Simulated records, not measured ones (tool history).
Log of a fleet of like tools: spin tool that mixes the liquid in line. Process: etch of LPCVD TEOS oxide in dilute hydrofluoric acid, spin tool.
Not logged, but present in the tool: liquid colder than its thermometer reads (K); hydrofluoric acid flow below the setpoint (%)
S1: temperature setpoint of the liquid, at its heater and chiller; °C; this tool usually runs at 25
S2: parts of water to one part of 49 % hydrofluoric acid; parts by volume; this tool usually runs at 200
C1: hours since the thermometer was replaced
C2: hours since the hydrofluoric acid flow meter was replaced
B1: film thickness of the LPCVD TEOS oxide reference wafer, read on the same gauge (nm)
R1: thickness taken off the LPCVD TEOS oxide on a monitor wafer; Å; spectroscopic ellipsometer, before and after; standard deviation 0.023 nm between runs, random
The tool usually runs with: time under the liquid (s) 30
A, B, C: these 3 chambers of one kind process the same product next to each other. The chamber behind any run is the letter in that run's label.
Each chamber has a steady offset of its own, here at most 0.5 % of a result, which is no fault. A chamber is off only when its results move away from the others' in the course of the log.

{"hour": 0.7, "done": "chamber B: thermometer replaced"}
{"run": "1C", "hour": 12.5, "S1": 25, "S2": 200, "time under the liquid (s)": 30, "C1": 48.7, "C2": 464.7, "B1": 60.002, "R1": 65.35}
{"run": "2B", "hour": 25.1, "S1": 25, "S2": 200, "time under the liquid (s)": 30, "C1": 24.5, "C2": 516.3, "B1": 59.988, "R1": 65.725}
{"hour": 26.0, "done": "chamber B: hydrofluoric acid flow meter replaced"}
{"hour": 34.1, "done": "chamber A: thermometer replaced"}
{"run": "3A", "hour": 36.9, "S1": 25, "S2": 200, "time under the liquid (s)": 30, "C1": 2.9, "C2": 1492.3, "B1": 59.992, "R1": 65.003}
{"run": "4B", "hour": 47.2, "S1": 25, "S2": 200, "time under the liquid (s)": 30, "C1": 46.6, "C2": 21.2, "B1": 60.026, "R1": 66.245}
{"run": "5C", "hour": 54.1, "S1": 25, "S2": 200, "time under the liquid (s)": 30, "C1": 90.3, "C2": 506.3, "B1": 59.996, "R1": 65.172}
{"run": "6A", "hour": 65.6, "S1": 25, "S2": 200, "time under the liquid (s)": 30, "C1": 31.6, "C2": 1521.0, "B1": 59.994, "R1": 65.367}
{"hour": 67.1, "done": "chamber C: hydrofluoric acid flow meter replaced"}
{"run": "7C", "hour": 76.6, "S1": 25, "S2": 200, "time under the liquid (s)": 30, "C1": 112.8, "C2": 9.6, "B1": 60.011, "R1": 65.272}
{"run": "8B", "hour": 84.6, "S1": 25, "S2": 200, "time under the liquid (s)": 30, "C1": 84.0, "C2": 58.6, "B1": 60.024, "R1": 65.654}
{"run": "9A", "hour": 96.8, "S1": 25, "S2": 200, "time under the liquid (s)": 30, "C1": 62.8, "C2": 1552.2, "B1": 60.005, "R1": 65.359}
{"run": "10C", "hour": 107.2, "S1": 25, "S2": 200, "time under the liquid (s)": 40, "C1": 143.4, "C2": 40.2, "B1": 59.985, "R1": 86.712}
{"run": "11B", "hour": 118.1, "S1": 25, "S2": 200, "time under the liquid (s)": 40, "C1": 117.5, "C2": 92.1, "B1": 60.015, "R1": 87.001}
{"run": "12A", "hour": 130.7, "S1": 25, "S2": 200, "time under the liquid (s)": 40, "C1": 96.7, "C2": 1586.1, "B1": 59.983, "R1": 87.526}
{"run": "13A", "hour": 141.8, "S1": 25, "S2": 200, "time under the liquid (s)": 30, "C1": 107.8, "C2": 1597.2, "B1": 60.008, "R1": 65.677}
{"run": "14C", "hour": 153.2, "S1": 25, "S2": 200, "time under the liquid (s)": 30, "C1": 189.4, "C2": 86.2, "B1": 60.0, "R1": 65.148}
{"run": "15B", "hour": 162.3, "S1": 25, "S2": 200, "time under the liquid (s)": 30, "C1": 161.7, "C2": 136.3, "B1": 59.996, "R1": 65.886}
{"run": "16B", "hour": 168.5, "S1": 25, "S2": 200, "time under the liquid (s)": 30, "C1": 167.9, "C2": 142.5, "B1": 60.019, "R1": 65.545}
{"run": "17A", "hour": 174.6, "S1": 25, "S2": 200, "time under the liquid (s)": 30, "C1": 140.6, "C2": 1630.0, "B1": 60.032, "R1": 64.958}
{"run": "18C", "hour": 180.6, "S1": 25, "S2": 200, "time under the liquid (s)": 30, "C1": 216.8, "C2": 113.6, "B1": 60.017, "R1": 65.281}
{"run": "19B", "hour": 188.2, "S1": 25, "S2": 200, "time under the liquid (s)": 30, "C1": 187.6, "C2": 162.2, "B1": 59.992, "R1": 65.828}
{"run": "20A", "hour": 197.3, "S1": 25, "S2": 200, "time under the liquid (s)": 30, "C1": 163.3, "C2": 1652.7, "B1": 60.008, "R1": 65.412}
{"run": "21C", "hour": 209.7, "S1": 25, "S2": 200, "time under the liquid (s)": 30, "C1": 245.9, "C2": 142.7, "B1": 59.989, "R1": 65.243}
{"run": "22A", "hour": 217.9, "S1": 25, "S2": 200, "time under the liquid (s)": 30, "C1": 183.9, "C2": 1673.3, "B1": 60.016, "R1": 65.878}
{"run": "23B", "hour": 231.1, "S1": 25, "S2": 200, "time under the liquid (s)": 30, "C1": 230.5, "C2": 205.1, "B1": 60.014, "R1": 65.803}
{"run": "24C", "hour": 241.2, "S1": 25, "S2": 200, "time under the liquid (s)": 30, "C1": 277.4, "C2": 174.2, "B1": 59.995, "R1": 65.137}

Read the log: is a single chamber off, either drifting away or since a service, is the gauge that measures every chamber drifting, or is nothing wrong beyond small per-chamber offsets? Name any odd chamber and what most likely caused it.

Neither any chamber nor the gauge drifts; the chambers differ only by their own small, steady offsets.
